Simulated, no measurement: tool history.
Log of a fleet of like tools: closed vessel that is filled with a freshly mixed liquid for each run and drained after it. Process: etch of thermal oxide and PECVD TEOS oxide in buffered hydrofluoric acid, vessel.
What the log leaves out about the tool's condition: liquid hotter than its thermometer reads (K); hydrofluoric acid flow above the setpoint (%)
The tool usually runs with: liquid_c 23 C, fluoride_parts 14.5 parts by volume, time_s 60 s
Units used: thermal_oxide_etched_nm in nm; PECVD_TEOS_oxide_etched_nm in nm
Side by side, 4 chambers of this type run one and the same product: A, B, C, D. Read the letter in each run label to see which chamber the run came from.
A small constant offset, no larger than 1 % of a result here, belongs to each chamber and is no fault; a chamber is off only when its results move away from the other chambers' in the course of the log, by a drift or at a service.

| run | hour | liquid_c | fluoride_parts | time_s | hours since the thermometer was replaced | hours since the hydrofluoric acid flow meter was replaced | read-back film thickness of the thermal oxide reference wafer, read on the same gauge (nm) | read-back film thickness of the PECVD TEOS oxide reference wafer, read on the same gauge (nm) | thermal_oxide_etched_nm | PECVD_TEOS_oxide_etched_nm |
|---|---|---|---|---|---|---|---|---|---|---|
| 1A | 2.5 | 23 | 14.5 | 60 | 1148.5 | 21.3 | 149.98 | 150.01 | 45.395 | 107.6 |
| 2B | 5.8 | 23 | 14.5 | 60 | 231.5 | 1828.3 | 149.99 | 150.01 | 45.431 | 106.94 |
| 3C | 8.7 | 23 | 14.5 | 60 | 2244.8 | 472.3 | 150 | 150 | 44.728 | 106.48 |
| 4D | 13 | 23 | 14.5 | 60 | 2111.2 | 376.2 | 150.02 | 149.99 | 44.827 | 107.52 |
| 5B | 16.4 | 23 | 14.5 | 60 | 242.1 | 1838.9 | 149.99 | 149.99 | 45.126 | 106.98 |
| 6A | 19.3 | 23 | 14.5 | 60 | 1165.3 | 38.1 | 150.04 | 150 | 44.93 | 106.06 |
| 7C | 23.3 | 19 | 14.5 | 60 | 2259.4 | 486.9 | 150.02 | 150.01 | 35.75 | 85.39 |
| 8D | 25.3 | 19 | 14.5 | 60 | 2123.5 | 388.5 | 150 | 150.01 | 36.651 | 85.669 |
| 9C | 29.5 | 19 | 14.5 | 60 | 2265.6 | 493.1 | 150.01 | 149.99 | 35.828 | 85.493 |
| 10D | 32.6 | 19 | 14.5 | 60 | 2130.8 | 395.8 | 150 | 150 | 35.855 | 85.785 |
| 11B | 35.6 | 23 | 14.5 | 60 | 261.3 | 1858.1 | 149.99 | 150.01 | 45.807 | 107.11 |
| 12A | 39.8 | 21.5 | 9 | 60 | 1185.8 | 58.6 | 149.99 | 150 | 64.157 | 150.85 |
| 13A | 42.5 | 21.5 | 9 | 60 | 1188.5 | 61.3 | 149.99 | 150.01 | 64.271 | 151.89 |
|  | 44.5 | chamber D: thermometer replaced |
| 14C | 44.6 | 21.5 | 9 | 60 | 2280.7 | 508.2 | 150 | 150 | 62.673 | 150.37 |
| 15D | 47.2 | 21.5 | 9 | 60 | 2.8 | 410.4 | 149.99 | 150 | 63.764 | 151.18 |
| 16B | 50.2 | 25 | 14.5 | 60 | 275.9 | 1872.7 | 150.04 | 149.99 | 50.729 | 119.24 |
| 17B | 53.8 | 25 | 14.5 | 60 | 279.5 | 1876.3 | 149.99 | 149.99 | 50.016 | 120.27 |
| 18D | 57.6 | 25 | 14.5 | 60 | 13.2 | 420.8 | 149.99 | 150 | 50.85 | 118.81 |
| 19C | 60.1 | 25 | 14.5 | 60 | 2296.2 | 523.7 | 150 | 150 | 50.006 | 118.89 |
| 20A | 63.6 | 23 | 14.5 | 60 | 1209.6 | 82.4 | 150 | 150 | 45.059 | 107.01 |
| 21C | 66.2 | 23 | 14.5 | 60 | 2302.3 | 529.8 | 149.98 | 149.99 | 44.421 | 106.46 |
| 22B | 69.7 | 23 | 14.5 | 60 | 295.4 | 1892.2 | 150.01 | 150.01 | 45.065 | 106.42 |
| 23A | 72.6 | 23 | 14.5 | 60 | 1218.6 | 91.4 | 149.96 | 149.98 | 45.665 | 107.13 |
| 24D | 75.8 | 23 | 14.5 | 60 | 31.4 | 439 | 150.02 | 149.99 | 45.341 | 107.05 |
| 25A | 79.7 | 23 | 14.5 | 60 | 1225.7 | 98.5 | 150.03 | 150 | 45.483 | 106.51 |
| 26B | 84 | 19 | 14.5 | 60 | 309.7 | 1906.5 | 149.99 | 150 | 36.272 | 85.618 |
| 27D | 86.9 | 19 | 14.5 | 60 | 42.5 | 450.1 | 150.01 | 150 | 36.235 | 84.621 |
| 28C | 90.1 | 19 | 14.5 | 60 | 2326.2 | 553.7 | 150 | 149.99 | 35.902 | 85.163 |
| 29B | 94 | 19 | 14.5 | 60 | 319.7 | 1916.5 | 150.02 | 149.99 | 36.477 | 85.514 |
| 30D | 96.9 | 23 | 14.5 | 60 | 52.5 | 460.1 | 150.04 | 150.02 | 45.382 | 106.88 |
| 31C | 100.8 | 23 | 14.5 | 60 | 2336.9 | 564.4 | 150 | 150 | 44.807 | 106.36 |
|  | 101.2 | chamber C: hydrofluoric acid flow meter replaced |
| 32A | 102.7 | 23 | 14.5 | 60 | 1248.7 | 121.5 | 150.01 | 150 | 45.58 | 107.15 |
| 33C | 106.5 | 23 | 14.5 | 60 | 2342.6 | 5.4 | 149.97 | 150.01 | 44.992 | 106.41 |
| 34A | 108.8 | 23 | 14.5 | 60 | 1254.8 | 127.6 | 150.01 | 150 | 45.337 | 106.95 |
| 35B | 112.9 | 18.5 | 18 | 60 | 338.6 | 1935.4 | 150.01 | 150 | 28.181 | 67.271 |
| 36D | 114.9 | 18.5 | 18 | 60 | 70.5 | 478.1 | 150 | 149.99 | 28.567 | 66.727 |
| 37B | 118.8 | 18.5 | 18 | 60 | 344.5 | 1941.3 | 149.97 | 149.99 | 28.339 | 66.894 |
| 38D | 122.8 | 18.5 | 18 | 60 | 78.4 | 486 | 150 | 150.01 | 28.398 | 66.61 |
| 39A | 126.9 | 23 | 17 | 40 | 1272.9 | 145.7 | 149.98 | 149.99 | 25.787 | 60.752 |
| 40C | 130.5 | 23 | 17 | 40 | 2366.6 | 29.4 | 150.02 | 150.02 | 25.604 | 60.386 |
| 41C | 133.3 | 23 | 17 | 40 | 2369.4 | 32.2 | 150.01 | 150.02 | 25.615 | 60.662 |

Is one chamber off against the others, does the gauge drift, or is nothing wrong? If a chamber is off, say which, and what the likeliest cause is.

No chamber stands off beyond its own small offset, and the gauge holds steady.
